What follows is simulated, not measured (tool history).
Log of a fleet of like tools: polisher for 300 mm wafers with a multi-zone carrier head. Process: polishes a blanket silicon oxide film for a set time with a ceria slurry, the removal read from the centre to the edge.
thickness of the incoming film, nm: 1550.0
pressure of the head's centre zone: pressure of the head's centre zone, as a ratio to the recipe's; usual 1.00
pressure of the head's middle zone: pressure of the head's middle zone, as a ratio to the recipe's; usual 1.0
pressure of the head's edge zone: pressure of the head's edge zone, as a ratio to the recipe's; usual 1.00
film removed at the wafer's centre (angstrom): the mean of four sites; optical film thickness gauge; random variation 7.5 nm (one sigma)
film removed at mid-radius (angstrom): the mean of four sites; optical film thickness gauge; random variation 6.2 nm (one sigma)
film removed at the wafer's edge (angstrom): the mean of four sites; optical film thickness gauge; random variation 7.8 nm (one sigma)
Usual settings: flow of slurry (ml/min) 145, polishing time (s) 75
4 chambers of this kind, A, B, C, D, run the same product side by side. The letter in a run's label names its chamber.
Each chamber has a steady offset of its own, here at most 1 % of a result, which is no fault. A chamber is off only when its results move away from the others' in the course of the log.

run   hour  flow of slurry (ml/min)  pressure of the head's centre zone  pressure of the head's middle zone  pressure of the head's edge zone  polishing time (s)  film removed at the wafer's centre (angstrom)  film removed at mid-radius (angstrom)  film removed at the wafer's edge (angstrom)
 1C    7.1                      145                                1.00                                 1.0                              1.00                  75                                         5209.7                                 5246.5                                       5216.2
 2D   12.5                      145                                1.00                                 1.0                              1.00                  75                                         5358.4                                 5325.4                                       5310.4
 3B   17.6                      145                                1.00                                 1.0                              1.00                  75                                         5323.5                                 5269.7                                       5159.8
 4A   21.0                      145                                1.00                                 1.0                              1.00                  75                                         5275.8                                 5263.1                                       5344.0
 5C   26.5                      145                                1.00                                 1.0                              1.00                  75                                         5315.6                                 5311.9                                       5353.5
      28.3  -- chamber B: worn pad replaced by a new one
 6B   33.2                      145                                1.00                                 1.0                              1.00                  75                                         5069.3                                 5319.9                                       5292.6
 7D   36.7                      145                                1.00                                 1.0                              1.00                  75                                         5136.6                                 5370.4                                       5369.4
      40.5  -- chamber C: worn pad replaced by a new one
 8A   41.9                      145                                1.00                                 1.0                              1.00                  75                                         5190.0                                 5135.3                                       5167.3
 9A   46.0                      145                                1.00                                 1.0                              1.09                  75                                         5154.0                                 5153.7                                       5514.9
      50.4  -- chamber D: worn pad replaced by a new one
      50.5  -- chamber A: worn pad replaced by a new one
10B   53.3                      145                                1.00                                 1.0                              1.09                  75                                         5305.6                                 5300.1                                       5519.8
11D   60.7                      145                                1.00                                 1.0                              1.09                  75                                         5220.4                                 5346.3                                       5428.4
12C   68.2                      145                                1.00                                 1.0                              1.09                  75                                         5353.4                                 5231.1                                       5464.7
13A   74.0                      145                                1.00                                 1.0                              1.00                  75                                         5156.5                                 5015.6                                       5105.6
14B   77.4                      145                                1.00                                 1.0                              1.00                  75                                         5371.2                                 5347.1                                       5315.4
15C   84.3                      145                                1.00                                 1.0                              1.00                  75                                         5239.1                                 5340.6                                       5215.5
      84.6  -- chamber C: edge zone pressure recalibrated
      91.5  -- chamber D: worn pad replaced by a new one
16D   91.5                      145                                1.00                                 1.1                              1.00                  75                                         5342.8                                 5674.3                                       5312.1
17B   97.4                      145                                1.00                                 1.1                              1.00                  75                                         5146.2                                 5700.1                                       5218.8
18C  101.0                      145                                1.00                                 1.1                              1.00                  75                                         5277.7                                 5838.8                                       5124.2
19A  108.7                      145                                1.00                                 1.1                              1.00                  75                                         4914.2                                 5400.3                                       5092.9
20D  112.5                      145                                1.00                                 1.0                              1.00                  75                                         5231.1                                 5345.6                                       5257.7
21C  117.2                      145                                0.90                                 1.0                              0.96                  75                                         4683.2                                 5329.4                                       5166.2
22A  124.2                      145                                0.90                                 1.0                              0.96                  75                                         4239.7                                 4824.7                                       4839.0
23B  129.1                      145                                0.90                                 1.0                              0.96                  75                                         4560.8                                 5194.0                                       5149.5
     132.8  -- chamber D: worn pad replaced by a new one
24D  133.4                      145                                0.90                                 1.0                              0.96                  75                                         4784.4                                 5320.4                                       5213.7
25A  140.4                      145                                1.00                                 1.0                              1.00                  75                                         4590.7                                 4826.3                                       5040.4

All 4 chambers run these settings next. Forecast each chamber's results:
26A  146.0                      145                                1.08                                 1.0                              1.00                  75                                              ?                                      ?                                            ?
26B  146.0                      145                                1.08                                 1.0                              1.00                  75                                              ?                                      ?                                            ?
26C  146.0                      145                                1.08                                 1.0                              1.00                  75                                              ?                                      ?                                            ?
26D  146.0                      145                                1.08                                 1.0                              1.00                  75                                              ?                                      ?                                            ?

run  film removed at the wafer's centre (angstrom)  film removed at mid-radius (angstrom)  film removed at the wafer's edge (angstrom)
26A                                         5270.2                                 4738.5                                       4756.6
26B                                         5745.9                                 5278.1                                       5248.7
26C                                         5714.7                                 5241.0                                       5280.6
26D                                         5731.8                                 5188.3                                       5226.1
